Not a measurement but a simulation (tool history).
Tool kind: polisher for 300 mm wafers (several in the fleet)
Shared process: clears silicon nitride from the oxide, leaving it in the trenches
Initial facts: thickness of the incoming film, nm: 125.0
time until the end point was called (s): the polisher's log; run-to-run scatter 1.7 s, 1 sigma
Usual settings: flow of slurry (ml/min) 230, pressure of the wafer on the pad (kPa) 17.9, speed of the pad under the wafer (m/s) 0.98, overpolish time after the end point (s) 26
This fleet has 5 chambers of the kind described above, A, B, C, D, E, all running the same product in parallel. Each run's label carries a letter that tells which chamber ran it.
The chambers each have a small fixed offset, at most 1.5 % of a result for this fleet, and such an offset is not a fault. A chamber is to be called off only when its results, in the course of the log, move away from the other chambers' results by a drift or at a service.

run   hour  flow of slurry (ml/min)  pressure of the wafer on the pad (kPa)  speed of the pad under the wafer (m/s)  overpolish time after the end point (s)  time until the end point was called (s)
       6.2  -- chamber A: worn pad replaced by a new one
 1A      8                      230                                    17.9                                    0.98                                       26                                   176.55
 2C   21.4                      230                                    17.9                                    0.98                                       26                                   176.82
 3E   29.7                      230                                    17.9                                    0.98                                       26                                   172.23
 4B   37.2                      230                                    17.9                                    0.98                                       26                                   176.63
 5D   50.9                      230                                    17.9                                    0.98                                       26                                   177.95
 6C   57.8                      230                                    17.9                                    0.98                                       26                                   176.52
      59.3  -- chamber D: worn pad replaced by a new one
      71.1  -- chamber C: worn pad replaced by a new one
 7A   71.1                      230                                    17.9                                    0.98                                       26                                   175.76
 8B     78                      230                                    17.9                                    0.98                                       26                                    177.8
 9D   87.7                      230                                    17.9                                    0.98                                       26                                   181.07
10E  101.1                      230                                    17.9                                    0.98                                       26                                   172.81
11B  115.2                      230                                    17.9                                    0.98                                       26                                   174.58
12A  122.1                      230                                    17.9                                    0.98                                       26                                   175.54
       125  -- chamber B: worn pad replaced by a new one
     126.4  -- chamber E: worn pad replaced by a new one
13C  133.9                      230                                    17.9                                    0.98                                       26                                    180.3
     137.5  -- chamber E: head pressure recalibrated
14E  146.4                      230                                    17.9                                    0.98                                       26                                   174.15
     148.9  -- chamber A: worn pad replaced by a new one
15D  160.5                      230                                    17.9                                    0.98                                       26                                   176.45
     165.6  -- chamber D: worn pad replaced by a new one
16A    172                      230                                    17.9                                    0.98                                       26                                   176.29
     182.7  -- chamber B: slurry nozzle cleaned
17B  183.1                      230                                    17.9                                    0.98                                       26                                   175.87
18C    193                      230                                    17.9                                    0.98                                       26                                   176.93
     193.3  -- chamber C: worn pad replaced by a new one
19D    202                      230                                    17.9                                    0.98                                       26                                   178.32
20E  214.9                      230                                    17.9                                    0.98                                       26                                   175.47
21D  225.6                      230                                    17.9                                    0.98                                       26                                   180.36
22E  235.9                      230                                    17.9                                    0.98                                       26                                    174.2
23C    244                      230                                    17.9                                    0.98                                       26                                      179
24B  254.1                      230                                    17.9                                    0.98                                       26                                   174.04
25A  266.2                      230                                    17.9                                    0.98                                       26                                   173.11
     267.6  -- chamber A: worn pad replaced by a new one
     275.8  -- chamber D: worn pad replaced by a new one
26C  277.8                      230                                    17.9                                    0.98                                       26                                   177.09
     279.8  -- chamber A: head pressure recalibrated
27E  286.6                      230                                    17.9                                    0.98                                       26                                   175.25
28D  292.8                      230                                    17.9                                    0.98                                       26                                   186.04
     304.3  -- chamber E: worn pad replaced by a new one
29B  304.3                      230                                    17.9                                    0.98                                       26                                    173.7
     306.3  -- chamber C: worn pad replaced by a new one
30A    314                      230                                    17.9                                    0.98                                       26                                   174.99
31B  327.1                      230                                    17.9                                    0.98                                       26                                    172.5
32E  334.8                      230                                    17.9                                    0.98                                       26                                   174.39
     345.6  -- chamber B: worn pad replaced by a new one
33A  348.7                      230                                    17.9                                    0.98                                       26                                    174.7
34D  361.6                      230                                    17.9                                    0.98                                       26                                   190.43
     366.1  -- chamber C: head pressure recalibrated
35C    372                      230                                    17.9                                    0.98                                       26                                   177.54
36B  383.5                      230                                    17.9                                    0.74                                       26                                   231.24
     384.4  -- chamber D: worn pad replaced by a new one
37D  390.9                      230                                    17.9                                    0.74                                       26                                    252.6

Predict what each chamber gives when all 5 of them run the settings below next.
38A  401.1                      230                                    17.9                                    1.24                                       26                                        ?
38B  401.1                      230                                    17.9                                    1.24                                       26                                        ?
38C  401.1                      230                                    17.9                                    1.24                                       26                                        ?
38D  401.1                      230                                    17.9                                    1.24                                       26                                        ?
38E  401.1                      230                                    17.9                                    1.24                                       26                                        ?

run  time until the end point was called (s)
38A                                   138.38
38B                                    138.6
38C                                   138.86
38D                                   152.01
38E                                   138.19

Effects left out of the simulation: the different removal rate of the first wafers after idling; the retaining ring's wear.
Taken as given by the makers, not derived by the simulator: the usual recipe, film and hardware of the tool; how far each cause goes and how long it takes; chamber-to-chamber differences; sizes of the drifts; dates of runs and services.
